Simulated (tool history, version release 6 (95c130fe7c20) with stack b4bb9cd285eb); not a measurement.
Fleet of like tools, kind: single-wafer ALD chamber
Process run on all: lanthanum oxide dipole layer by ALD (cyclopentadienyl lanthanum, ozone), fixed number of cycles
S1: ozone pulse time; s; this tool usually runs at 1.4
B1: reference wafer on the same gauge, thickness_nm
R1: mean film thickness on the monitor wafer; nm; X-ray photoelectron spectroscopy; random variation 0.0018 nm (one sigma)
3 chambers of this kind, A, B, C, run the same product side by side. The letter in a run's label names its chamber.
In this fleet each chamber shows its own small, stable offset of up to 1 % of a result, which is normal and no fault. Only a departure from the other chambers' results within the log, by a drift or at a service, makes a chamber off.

run 1B hour=4.6 | S1=1.4 | B1=0.60992 | R1=0.53893
run 2C hour=11.4 | S1=1.4 | B1=0.6098 | R1=0.54568
run 3A hour=18 | S1=1.4 | B1=0.6098 | R1=0.54721
run 4A hour=22 | S1=1.4 | B1=0.60956 | R1=0.54595
run 5C hour=25.4 | S1=1.4 | B1=0.61034 | R1=0.54513
run 6B hour=30.8 | S1=1.4 | B1=0.60967 | R1=0.542
run 7B hour=34.1 | S1=1.19 | B1=0.60967 | R1=0.52388
run 8A hour=40.7 | S1=1.19 | B1=0.60976 | R1=0.5267
run 9C hour=45.8 | S1=1.19 | B1=0.61025 | R1=0.52814
run 10A hour=52.4 | S1=1.4 | B1=0.61002 | R1=0.54889
run 11C hour=55.9 | S1=1.4 | B1=0.60982 | R1=0.5492
run 12B hour=62.1 | S1=1.4 | B1=0.60961 | R1=0.54098
run 13B hour=66.2 | S1=1.4 | B1=0.60985 | R1=0.54123
run 14A hour=71.8 | S1=1.4 | B1=0.60937 | R1=0.54785
run 15C hour=76.2 | S1=1.03 | B1=0.60956 | R1=0.50597
run 16A hour=82 | S1=1.03 | B1=0.6098 | R1=0.50756
run 17B hour=87.2 | S1=1.03 | B1=0.60999 | R1=0.50206
run 18C hour=93.8 | S1=1.4 | B1=0.61028 | R1=0.54404
run 19A hour=97.9 | S1=1.4 | B1=0.60988 | R1=0.54712
run 20B hour=103.8 | S1=1.4 | B1=0.61001 | R1=0.53715
run 21C hour=107.9 | S1=1.4 | B1=0.61004 | R1=0.54603
run 22C hour=111.6 | S1=1.09 | B1=0.60981 | R1=0.51578
run 23A hour=115.1 | S1=1.09 | B1=0.61 | R1=0.51696
run 24B hour=118.8 | S1=1.09 | B1=0.61048 | R1=0.51049
run 25C hour=123.8 | S1=1.4 | B1=0.61009 | R1=0.54193
-- hour=127.8 chamber B: thermocouple changed; heater temperature recalibrated
run 26A hour=127.9 | S1=1.87 | B1=0.60982 | R1=0.56454
run 27B hour=134.1 | S1=1.87 | B1=0.60972 | R1=0.56216
run 28B hour=138.3 | S1=1.87 | B1=0.61048 | R1=0.56058
run 29C hour=143.4 | S1=1.4 | B1=0.60954 | R1=0.54402

Predict what each chamber gives when all 3 of them run the settings below next.
run 30A hour=148.5 | S1=1.4 | R1=?
run 30B hour=148.5 | S1=1.4 | R1=?
run 30C hour=148.5 | S1=1.4 | R1=?

run=30A R1=0.54646
run=30B R1=0.53903
run=30C R1=0.54521
